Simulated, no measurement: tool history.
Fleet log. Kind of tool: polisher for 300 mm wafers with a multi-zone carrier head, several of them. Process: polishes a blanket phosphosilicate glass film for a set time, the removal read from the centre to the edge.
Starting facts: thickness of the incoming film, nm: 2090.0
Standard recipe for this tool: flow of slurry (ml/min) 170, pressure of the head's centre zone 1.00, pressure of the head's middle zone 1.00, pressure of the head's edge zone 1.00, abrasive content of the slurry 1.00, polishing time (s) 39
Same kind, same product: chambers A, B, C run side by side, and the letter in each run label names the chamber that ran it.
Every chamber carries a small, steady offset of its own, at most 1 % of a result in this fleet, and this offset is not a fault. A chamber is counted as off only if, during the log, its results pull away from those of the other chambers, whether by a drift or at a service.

run	hour	flow of slurry (ml/min)	pressure of the head's centre zone	pressure of the head's middle zone	pressure of the head's edge zone	abrasive content of the slurry	polishing time (s)	wafers polished on this pad	hours since the slurry nozzle was cleaned	hours since the centre zone pressure was calibrated	hours since the edge zone pressure was calibrated	film removed at the wafer's centre (nm)	film removed at mid-radius (nm)	film removed at the wafer's edge (nm)
# hour 3.1: chamber A: worn pad replaced by a new one
1A	5.3	170	1.00	1.00	1.00	1.00	39	29	31.6	72.1	490.8	403.11	405.54	408.62
# hour 9.0: chamber C: worn pad replaced by a new one
2B	14.9	170	1.00	1.00	1.00	1.00	39	469	253.5	742.8	204.8	401.44	403.88	403.98
3C	24.0	170	1.00	1.00	1.00	1.00	39	196	262.7	209.8	887.4	406.33	392.39	409.49
4C	31.1	170	1.00	1.00	1.00	1.00	39	289	269.8	216.9	894.5	408.97	402.85	398.44
5B	38.1	170	1.00	1.00	1.00	1.00	39	772	276.7	766.0	228.0	403.46	395.73	412.83
6A	44.3	170	0.90	1.00	1.00	1.00	39	538	70.6	111.1	529.8	362.00	396.74	398.29
7A	50.2	170	0.90	1.00	1.00	1.00	39	615	76.5	117.0	535.7	363.02	393.98	412.59
8C	55.6	170	0.90	1.00	1.00	1.00	39	609	294.3	241.4	919.0	356.77	405.75	397.27
9B	61.1	205	1.00	1.00	1.00	0.85	39	1073	299.7	789.0	251.0	386.61	375.89	381.86
# hour 62.9: chamber C: worn pad replaced by a new one
# hour 65.7: chamber C: slurry nozzle cleaned
10C	68.7	205	1.00	1.00	1.00	0.85	39	76	3.0	254.5	932.1	392.39	387.65	381.80
11A	77.6	205	1.00	1.00	1.00	0.85	39	973	103.9	144.4	563.1	387.37	385.07	382.87
# hour 86.2: chamber B: worn pad replaced by a new one
12B	87.7	125	1.00	1.12	1.00	1.00	39	20	326.3	815.6	277.6	373.91	426.12	392.05
13B	93.6	125	1.00	1.12	1.00	1.00	39	97	332.2	821.5	283.5	379.48	410.85	398.14
14A	98.7	125	1.00	1.12	1.00	1.00	39	1249	125.0	165.5	584.2	380.51	424.37	389.20
# hour 105.7: chamber C: worn pad replaced by a new one
15C	106.9	170	1.00	1.00	1.00	1.00	39	16	41.2	292.7	970.3	407.87	403.39	403.54
16B	117.4	170	1.00	1.00	1.00	1.00	39	408	356.0	845.3	307.3	408.41	410.60	405.99
17A	124.1	170	1.00	1.00	1.00	1.00	39	1581	150.4	190.9	609.6	409.92	407.96	410.62
# hour 124.5: chamber A: worn pad replaced by a new one
# hour 124.8: chamber B: edge zone pressure recalibrated
18C	129.6	170	1.00	1.00	1.00	1.00	39	313	63.9	315.4	993.0	408.01	402.99	406.98
19A	134.3	170	1.00	1.00	1.00	1.00	39	128	160.6	201.1	619.8	410.98	401.53	403.32
20B	141.4	170	1.00	1.00	1.00	1.00	39	721	380.0	869.3	16.7	405.85	408.80	406.86
# hour 146.9: chamber C: worn pad replaced by a new one
21C	148.9	170	1.00	1.00	1.00	1.00	39	27	83.2	334.7	1012.3	406.46	402.49	405.95
22B	159.1	170	1.00	1.00	1.00	1.00	39	953	397.7	887.0	34.4	403.65	401.28	407.44
# hour 164.9: chamber C: centre zone pressure recalibrated
23C	165.1	170	1.05	1.00	1.08	1.00	39	238	99.4	0.2	1028.5	426.95	403.52	430.16
# hour 169.0: chamber C: edge zone pressure recalibrated
24A	170.5	170	1.05	1.00	1.08	1.00	39	602	196.8	237.3	656.0	429.77	401.50	430.67
25A	176.1	170	1.05	1.00	1.08	1.00	39	675	202.4	242.9	661.6	427.40	394.59	430.00
26C	181.1	170	1.00	1.00	1.00	1.00	39	447	115.4	16.2	12.2	408.49	398.36	412.63
# hour 184.5: chamber B: worn pad replaced by a new one
# hour 187.1: chamber C: worn pad replaced by a new one
27B	187.6	170	1.00	1.00	1.00	1.00	39	41	426.2	915.5	62.9	409.06	402.37	402.95
28C	196.8	170	1.00	1.00	1.00	1.00	39	127	131.1	31.9	27.9	406.42	394.84	403.24
29A	204.7	170	1.00	1.00	1.00	1.00	39	1048	231.0	271.5	690.2	407.66	401.39	414.53

Is one chamber off against the others, does the gauge drift, or is nothing wrong? If a chamber is off, say which, and what the likeliest cause is.

All chambers stay in line apart from their small fixed offsets, and the gauge does not drift.

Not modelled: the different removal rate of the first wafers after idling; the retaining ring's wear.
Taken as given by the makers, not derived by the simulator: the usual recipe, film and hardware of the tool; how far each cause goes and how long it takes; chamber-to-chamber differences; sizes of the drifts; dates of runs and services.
